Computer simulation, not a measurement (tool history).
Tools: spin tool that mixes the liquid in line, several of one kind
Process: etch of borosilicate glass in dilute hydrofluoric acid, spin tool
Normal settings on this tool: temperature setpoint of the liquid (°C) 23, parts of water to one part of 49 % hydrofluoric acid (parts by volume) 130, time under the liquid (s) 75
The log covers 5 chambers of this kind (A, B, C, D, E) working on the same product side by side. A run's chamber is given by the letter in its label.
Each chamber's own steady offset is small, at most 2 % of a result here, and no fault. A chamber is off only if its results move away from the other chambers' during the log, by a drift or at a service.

run,hour,temperature setpoint of the liquid (°C),parts of water to one part of 49 % hydrofluoric acid (parts by volume),time under the liquid (s),hours since the thermometer was replaced,hours since the hydrofluoric acid flow meter was replaced,"read-back film thickness of the borosilicate glass reference wafer, read on the same gauge (nm)",thickness taken off the borosilicate glass on a monitor wafer (nm)
1A,6.1,23,130,75,1191.4,555.5,140.00,13.2920
2D,13.3,23,130,75,279.6,504.9,140.00,13.4080
3C,18.5,23,130,75,872.9,842.1,140.00,13.2070
4B,25.3,23,130,75,940.4,372.3,139.98,13.3810
5E,33.0,23,130,75,2406.7,82.2,139.95,13.2200
6E,38.7,23,75,75,2412.4,87.9,139.98,24.2300
7B,44.3,23,75,75,959.4,391.3,140.04,24.5490
8A,50.8,23,75,75,1236.1,600.2,140.03,25.1910
9D,55.7,23,75,75,322.0,547.3,140.02,25.7680
10C,63.0,23,75,75,917.4,886.6,139.97,25.0700
11A,68.5,23,130,75,1253.8,617.9,139.98,13.3820
12E,75.2,23,130,75,2448.9,124.4,139.98,13.1840
13D,80.6,23,130,75,346.9,572.2,140.02,13.7670
14B,84.9,23,130,75,1000.0,431.9,140.03,13.3080
15C,92.7,23,130,75,947.1,916.3,140.02,13.1690
16B,100.8,23,130,75,1015.9,447.8,140.05,13.2940
17C,109.0,23,130,75,963.4,932.6,139.99,13.1250
18E,116.8,23,150,40,2490.5,166.0,140.00,5.9449
19A,123.3,23,150,40,1308.6,672.7,140.01,6.0317
20D,130.2,23,150,40,396.5,621.8,140.00,6.2474
21E,138.1,23,150,40,2511.8,187.3,139.99,5.9297
22B,146.9,23,150,40,1062.0,493.9,139.96,5.9429
23A,152.0,23,130,75,1337.3,701.4,139.98,13.4080
24C,159.2,23,130,75,1013.6,982.8,139.99,13.1500
25D,164.8,23,130,75,431.1,656.4,139.99,14.0030
26B,173.0,23,130,75,1088.1,520.0,139.99,13.1830
27A,180.0,23,130,75,1365.3,729.4,140.00,13.3440
28D,184.8,23,130,75,451.1,676.4,140.01,14.1560
# hour 189.3: chamber A: hydrofluoric acid flow meter replaced
29C,189.4,23,130,75,1043.8,1013.0,139.98,13.3210
30E,197.4,23,130,75,2571.1,246.6,140.01,13.1670
31D,203.0,23,130,75,469.3,694.6,140.00,14.3270
32B,210.2,23,130,75,1125.3,557.2,139.98,13.4790
33A,218.9,23,130,75,1404.2,29.7,140.00,13.2600
34E,223.1,23,130,75,2596.8,272.3,139.97,13.1590
35C,230.2,23,130,75,1084.6,1053.8,140.03,13.3310

Read the log: is a single chamber off, either drifting away or since a service, is the gauge that measures every chamber drifting, or is nothing wrong beyond small per-chamber offsets? Name any odd chamber and what most likely caused it.

It is chamber D that slowly wanders off from its peers.
Likeliest cause: hydrofluoric acid flow above the setpoint (%) = 5.22.
The log may not tell that from: liquid hotter than its thermometer reads (K).

Below are 4 candidate recipes for chamber D's next run, each the usual settings with a change, their results shown as question marks. Which of them brings D's results back in line with what the other chambers give on the usual settings?
Allowed miss from the other chambers' usual-settings mean, per result, to count as in line: thickness taken off the borosilicate glass on a monitor wafer (nm) 0.3300
36D-1,236.8,25.0,130,75,,,,?
36D-2,236.8,23.5,115,75,,,,?
36D-3,236.8,23.0,140,70,,,,?
36D-4,236.8,21.0,130,75,,,,?

Usual-settings mean across the other chambers: thickness taken off the borosilicate glass on a monitor wafer (nm) 13.2790
run,thickness taken off the borosilicate glass on a monitor wafer (nm)
36D-1,15.5510
36D-2,16.8880
36D-3,12.3080
36D-4,13.2670
Change 36D-4 lands the chamber within the allowed miss of the other chambers.

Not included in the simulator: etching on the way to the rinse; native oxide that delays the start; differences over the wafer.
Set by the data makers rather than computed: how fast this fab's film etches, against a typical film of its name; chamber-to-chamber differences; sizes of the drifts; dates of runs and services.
